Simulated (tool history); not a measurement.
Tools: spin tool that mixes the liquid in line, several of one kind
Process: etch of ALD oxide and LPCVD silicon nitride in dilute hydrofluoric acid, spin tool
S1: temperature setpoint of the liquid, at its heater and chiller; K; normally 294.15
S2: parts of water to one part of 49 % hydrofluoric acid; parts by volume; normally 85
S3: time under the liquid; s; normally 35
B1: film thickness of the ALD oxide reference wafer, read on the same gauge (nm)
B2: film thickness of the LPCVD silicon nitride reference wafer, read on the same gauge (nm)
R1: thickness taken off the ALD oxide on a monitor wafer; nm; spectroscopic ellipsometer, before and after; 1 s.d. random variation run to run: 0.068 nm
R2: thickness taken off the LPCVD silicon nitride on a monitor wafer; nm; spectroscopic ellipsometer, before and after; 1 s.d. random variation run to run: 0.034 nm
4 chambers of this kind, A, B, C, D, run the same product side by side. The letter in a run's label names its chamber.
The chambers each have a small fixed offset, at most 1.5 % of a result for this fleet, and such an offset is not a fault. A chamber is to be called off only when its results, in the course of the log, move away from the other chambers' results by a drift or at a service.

run 1B hour=4.6 | S1=294.15 S2=85 S3=35 | B1=150.03 B2=49.988 | R1=7.8821 R2=0.23496
run 2C hour=13.3 | S1=294.15 S2=85 S3=35 | B1=150.01 B2=50.012 | R1=7.8534 R2=0.25272
run 3D hour=20.9 | S1=294.15 S2=85 S3=35 | B1=149.98 B2=50.003 | R1=7.8145 R2=0.16001
run 4A hour=28.7 | S1=294.15 S2=85 S3=35 | B1=150.01 B2=49.977 | R1=7.6589 R2=0.19288
run 5C hour=35 | S1=294.15 S2=85 S3=35 | B1=150.03 B2=49.991 | R1=7.8219 R2=0.19053
run 6B hour=42.6 | S1=294.15 S2=85 S3=35 | B1=149.94 B2=50.006 | R1=7.7289 R2=0.13788
run 7A hour=50.6 | S1=294.15 S2=85 S3=35 | B1=150 B2=50.001 | R1=7.7012 R2=0.18503
-- hour=56.2 chamber D: hydrofluoric acid flow meter replaced
run 8D hour=57.3 | S1=294.15 S2=65 S3=25 | B1=150.01 B2=49.998 | R1=7.4321 R2=0.17732
run 9C hour=63.9 | S1=294.15 S2=65 S3=25 | B1=149.98 B2=50.007 | R1=7.4788 R2=0.20417
run 10A hour=70.8 | S1=294.15 S2=65 S3=25 | B1=149.97 B2=49.999 | R1=7.5133 R2=0.1546
run 11D hour=77.8 | S1=294.15 S2=65 S3=25 | B1=150.02 B2=50.01 | R1=7.3602 R2=0.19099
run 12B hour=83 | S1=292.15 S2=55 S3=35 | B1=150 B2=50.018 | R1=11.497 R2=0.28707
run 13C hour=92.5 | S1=292.15 S2=55 S3=35 | B1=150.03 B2=49.996 | R1=11.422 R2=0.272
run 14D hour=97.7 | S1=292.15 S2=55 S3=35 | B1=150.06 B2=49.993 | R1=11.321 R2=0.23005
run 15B hour=104.6 | S1=292.15 S2=55 S3=35 | B1=150 B2=49.978 | R1=11.442 R2=0.33564
run 16A hour=113.5 | S1=294.15 S2=85 S3=35 | B1=149.99 B2=49.982 | R1=7.7752 R2=0.1782
run 17D hour=119.9 | S1=294.15 S2=85 S3=35 | B1=150.03 B2=50.01 | R1=7.8277 R2=0.19037
run 18C hour=130.1 | S1=294.15 S2=85 S3=35 | B1=149.99 B2=49.999 | R1=7.81 R2=0.11361
run 19B hour=135.8 | S1=294.15 S2=85 S3=35 | B1=149.99 B2=49.994 | R1=7.7888 R2=0.11048
run 20A hour=144.2 | S1=294.15 S2=85 S3=35 | B1=149.97 B2=49.988 | R1=7.8832 R2=0.16402
-- hour=146 chamber A: hydrofluoric acid flow meter replaced
run 21D hour=153.1 | S1=294.15 S2=85 S3=35 | B1=150.05 B2=49.994 | R1=7.6876 R2=0.18674
run 22A hour=160.6 | S1=294.15 S2=85 S3=35 | B1=149.98 B2=49.986 | R1=7.8382 R2=0.22221
run 23C hour=168.2 | S1=294.15 S2=85 S3=35 | B1=149.97 B2=49.99 | R1=7.7217 R2=0.1723
run 24B hour=178.4 | S1=294.15 S2=85 S3=35 | B1=149.95 B2=49.983 | R1=7.7473 R2=0.23921
run 25A hour=187.2 | S1=294.15 S2=85 S3=35 | B1=150.01 B2=49.999 | R1=7.6825 R2=0.15693
run 26B hour=194.3 | S1=294.15 S2=85 S3=35 | B1=150 B2=50 | R1=7.9183 R2=0.22818
run 27D hour=203.6 | S1=294.15 S2=85 S3=35 | B1=150.04 B2=49.98 | R1=7.5698 R2=0.19587
run 28C hour=209.9 | S1=294.15 S2=85 S3=35 | B1=150.02 B2=50.002 | R1=7.8993 R2=0.22599
run 29A hour=218.9 | S1=294.15 S2=85 S3=35 | B1=150.02 B2=49.997 | R1=7.6971 R2=0.21752
run 30D hour=225.7 | S1=294.15 S2=85 S3=35 | B1=149.97 B2=50.01 | R1=7.3857 R2=0.20087
run 31B hour=233.2 | S1=294.15 S2=85 S3=35 | B1=150.04 B2=49.983 | R1=7.8086 R2=0.16358
run 32C hour=241.9 | S1=294.15 S2=85 S3=35 | B1=150.03 B2=50 | R1=7.8695 R2=0.21282
run 33D hour=250.8 | S1=291.65 S2=85 S3=35 | B1=149.97 B2=49.994 | R1=6.6854 R2=0.10766
run 34C hour=260.7 | S1=291.65 S2=85 S3=35 | B1=149.99 B2=50.033 | R1=7.0447 R2=0.14129
run 35A hour=270.4 | S1=291.65 S2=85 S3=35 | B1=149.98 B2=50.006 | R1=6.8157 R2=0.11841
run 36B hour=277.6 | S1=291.65 S2=85 S3=35 | B1=150.05 B2=50 | R1=7.1526 R2=0.16663
run 37D hour=285.5 | S1=294.15 S2=85 S3=35 | B1=150.02 B2=50.01 | R1=7.2814 R2=0.13642
run 38C hour=294.6 | S1=294.15 S2=85 S3=35 | B1=150.02 B2=49.981 | R1=7.8095 R2=0.21493

All chambers now run identical settings, listed one chamber a line with results as question marks. What results will each chamber show?
run 39A hour=301.9 | S1=294.15 S2=85 S3=35 | R1=? R2=?
run 39B hour=301.9 | S1=294.15 S2=85 S3=35 | R1=? R2=?
run 39C hour=301.9 | S1=294.15 S2=85 S3=35 | R1=? R2=?
run 39D hour=301.9 | S1=294.15 S2=85 S3=35 | R1=? R2=?

run=39A R1=7.569 R2=0.20593
run=39B R1=7.7506 R2=0.17872
run=39C R1=7.7941 R2=0.16162
run=39D R1=7.2959 R2=0.20808
